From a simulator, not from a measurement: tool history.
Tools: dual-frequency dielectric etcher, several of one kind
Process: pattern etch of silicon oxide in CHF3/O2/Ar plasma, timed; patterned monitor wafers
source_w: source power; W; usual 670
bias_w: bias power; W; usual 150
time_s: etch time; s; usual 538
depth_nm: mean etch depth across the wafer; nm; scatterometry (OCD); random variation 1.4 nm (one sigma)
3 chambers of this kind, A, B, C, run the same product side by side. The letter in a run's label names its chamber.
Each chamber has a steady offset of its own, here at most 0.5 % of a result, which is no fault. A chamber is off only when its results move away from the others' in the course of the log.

run	hour	source_w	bias_w	time_s	read-back reference wafer on the same gauge, depth_nm	depth_nm
1A	6.1	670	150	538	1140.2	1048.60
2C	17.7	670	150	538	1140.4	1041.10
# hour 18.9: chamber C: wet clean of the chamber
3B	27.1	670	150	538	1140.4	1043.50
4B	38.7	670	150	538	1141.0	1044.20
5C	50.2	670	150	538	1141.2	1039.20
# hour 59.2: chamber B: wet clean of the chamber
6A	61.7	670	150	538	1141.4	1051.00
7B	70.4	670	150	538	1141.6	1044.50
8A	82.7	670	150	538	1142.0	1051.50
9C	89.3	670	150	538	1141.7	1042.60
10C	96.5	670	124	538	1141.9	983.15
11A	104.9	670	124	538	1142.7	988.74
12B	115.6	670	124	538	1142.8	984.38
13B	124.3	670	150	538	1142.5	1047.30
14C	135.5	670	150	538	1143.2	1042.00
15A	142.0	670	150	538	1143.1	1048.80
16A	151.7	670	150	538	1143.6	1048.00
17B	158.2	670	150	538	1143.4	1048.90
18C	164.3	670	150	538	1143.9	1044.10
19C	173.1	670	150	538	1144.1	1043.30
20A	180.7	670	150	538	1144.0	1051.60
21B	192.9	670	150	538	1144.4	1045.10
22C	204.3	670	150	538	1144.5	1044.20
23B	214.5	670	150	538	1144.7	1047.20
24A	223.8	670	150	538	1145.6	1051.80
25A	233.6	670	150	538	1145.5	1051.90
26B	246.1	670	150	538	1145.6	1048.80
27C	255.9	670	150	538	1146.2	1042.50
28A	262.9	670	150	538	1145.6	1055.00

Is one chamber off against the others, does the gauge drift, or is nothing wrong? If a chamber is off, say which, and what the likeliest cause is.

The gauge drifts, so all chambers seem to drift together. No chamber is off.
Cause: gauge reads high (%) = 0.553.

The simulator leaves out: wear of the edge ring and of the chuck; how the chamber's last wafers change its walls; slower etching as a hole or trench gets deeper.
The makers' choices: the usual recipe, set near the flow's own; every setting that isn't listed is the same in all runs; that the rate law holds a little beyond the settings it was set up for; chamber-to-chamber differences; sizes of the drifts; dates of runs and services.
